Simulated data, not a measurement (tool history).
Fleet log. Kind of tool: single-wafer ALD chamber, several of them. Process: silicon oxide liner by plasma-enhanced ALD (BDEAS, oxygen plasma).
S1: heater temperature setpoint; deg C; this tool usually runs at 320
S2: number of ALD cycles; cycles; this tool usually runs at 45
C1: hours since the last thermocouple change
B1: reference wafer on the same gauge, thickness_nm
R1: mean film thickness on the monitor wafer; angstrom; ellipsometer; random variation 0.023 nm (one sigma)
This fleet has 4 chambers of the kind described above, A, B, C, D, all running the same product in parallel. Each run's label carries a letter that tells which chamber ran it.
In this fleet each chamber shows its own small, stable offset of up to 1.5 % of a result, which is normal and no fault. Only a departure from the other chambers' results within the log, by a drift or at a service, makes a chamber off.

run 1C day=0.112 | S1=320 S2=45 | C1=633.2 | B1=4.1090 | R1=40.867
run 2D day=0.208 | S1=320 S2=45 | C1=889.9 | B1=4.1138 | R1=40.796
run 3B day=0.379 | S1=320 S2=45 | C1=2352.9 | B1=4.1083 | R1=41.047
run 4A day=0.542 | S1=320 S2=45 | C1=1107.3 | B1=4.1185 | R1=40.906
-- day=0.642 chamber B: thermocouple changed; heater temperature recalibrated
run 5A day=0.725 | S1=320 S2=45 | C1=1111.7 | B1=4.1099 | R1=41.333
run 6B day=0.912 | S1=320 S2=45 | C1=6.5 | B1=4.1095 | R1=40.536
run 7D day=1.083 | S1=320 S2=45 | C1=910.9 | B1=4.1131 | R1=40.561
run 8C day=1.188 | S1=320 S2=45 | C1=659.0 | B1=4.1127 | R1=41.010
run 9A day=1.354 | S1=320 S2=45 | C1=1126.8 | B1=4.1104 | R1=41.386
run 10B day=1.517 | S1=305 S2=41 | C1=21.0 | B1=4.1114 | R1=38.000
run 11C day=1.704 | S1=305 S2=41 | C1=671.4 | B1=4.1080 | R1=37.907
run 12D day=1.821 | S1=305 S2=41 | C1=928.6 | B1=4.1172 | R1=37.830
run 13A day=2.038 | S1=305 S2=41 | C1=1143.2 | B1=4.1096 | R1=38.418
run 14C day=2.146 | S1=320 S2=45 | C1=682.0 | B1=4.1095 | R1=41.176
run 15D day=2.292 | S1=320 S2=45 | C1=939.9 | B1=4.1116 | R1=40.460
run 16B day=2.442 | S1=313 S2=45 | C1=43.2 | B1=4.1037 | R1=41.317
run 17C day=2.608 | S1=313 S2=45 | C1=693.1 | B1=4.1104 | R1=41.247
run 18A day=2.704 | S1=313 S2=45 | C1=1159.2 | B1=4.1113 | R1=41.297
run 19D day=2.871 | S1=313 S2=45 | C1=953.8 | B1=4.1139 | R1=41.241
run 20B day=3.042 | S1=320 S2=45 | C1=57.6 | B1=4.1084 | R1=41.077
run 21A day=3.162 | S1=320 S2=45 | C1=1170.2 | B1=4.1065 | R1=41.283
run 22C day=3.321 | S1=330 S2=48 | C1=710.2 | B1=4.1089 | R1=42.606
-- day=3.504 chamber D: thermocouple changed; heater temperature recalibrated
run 23B day=3.512 | S1=330 S2=48 | C1=68.9 | B1=4.1130 | R1=42.922
run 24D day=3.662 | S1=330 S2=48 | C1=3.9 | B1=4.1099 | R1=42.750
run 25B day=3.775 | S1=330 S2=48 | C1=75.2 | B1=4.1111 | R1=43.337
run 26C day=3.938 | S1=320 S2=45 | C1=725.0 | B1=4.1077 | R1=40.798
run 27D day=4.133 | S1=320 S2=45 | C1=15.2 | B1=4.1100 | R1=40.290
run 28A day=4.242 | S1=320 S2=45 | C1=1196.1 | B1=4.1096 | R1=41.464
run 29C day=4.367 | S1=329 S2=52 | C1=735.3 | B1=4.1054 | R1=47.043
run 30D day=4.583 | S1=329 S2=52 | C1=26.0 | B1=4.1082 | R1=46.620
run 31A day=4.767 | S1=329 S2=52 | C1=1208.7 | B1=4.1095 | R1=46.744
run 32B day=4.950 | S1=329 S2=52 | C1=103.4 | B1=4.1186 | R1=46.632
run 33B day=5.062 | S1=320 S2=45 | C1=106.1 | B1=4.1079 | R1=41.130
run 34C day=5.254 | S1=309 S2=53 | C1=756.6 | B1=4.1096 | R1=48.710
run 35A day=5.408 | S1=309 S2=53 | C1=1224.1 | B1=4.1083 | R1=49.524

Each of the 4 chambers runs these same settings next. Fill in every chamber's results:
run 36A day=5.567 | S1=312 S2=45 | R1=?
run 36B day=5.567 | S1=312 S2=45 | R1=?
run 36C day=5.567 | S1=312 S2=45 | R1=?
run 36D day=5.567 | S1=312 S2=45 | R1=?

run=36A R1=41.934
run=36B R1=41.538
run=36C R1=41.528
run=36D R1=41.174

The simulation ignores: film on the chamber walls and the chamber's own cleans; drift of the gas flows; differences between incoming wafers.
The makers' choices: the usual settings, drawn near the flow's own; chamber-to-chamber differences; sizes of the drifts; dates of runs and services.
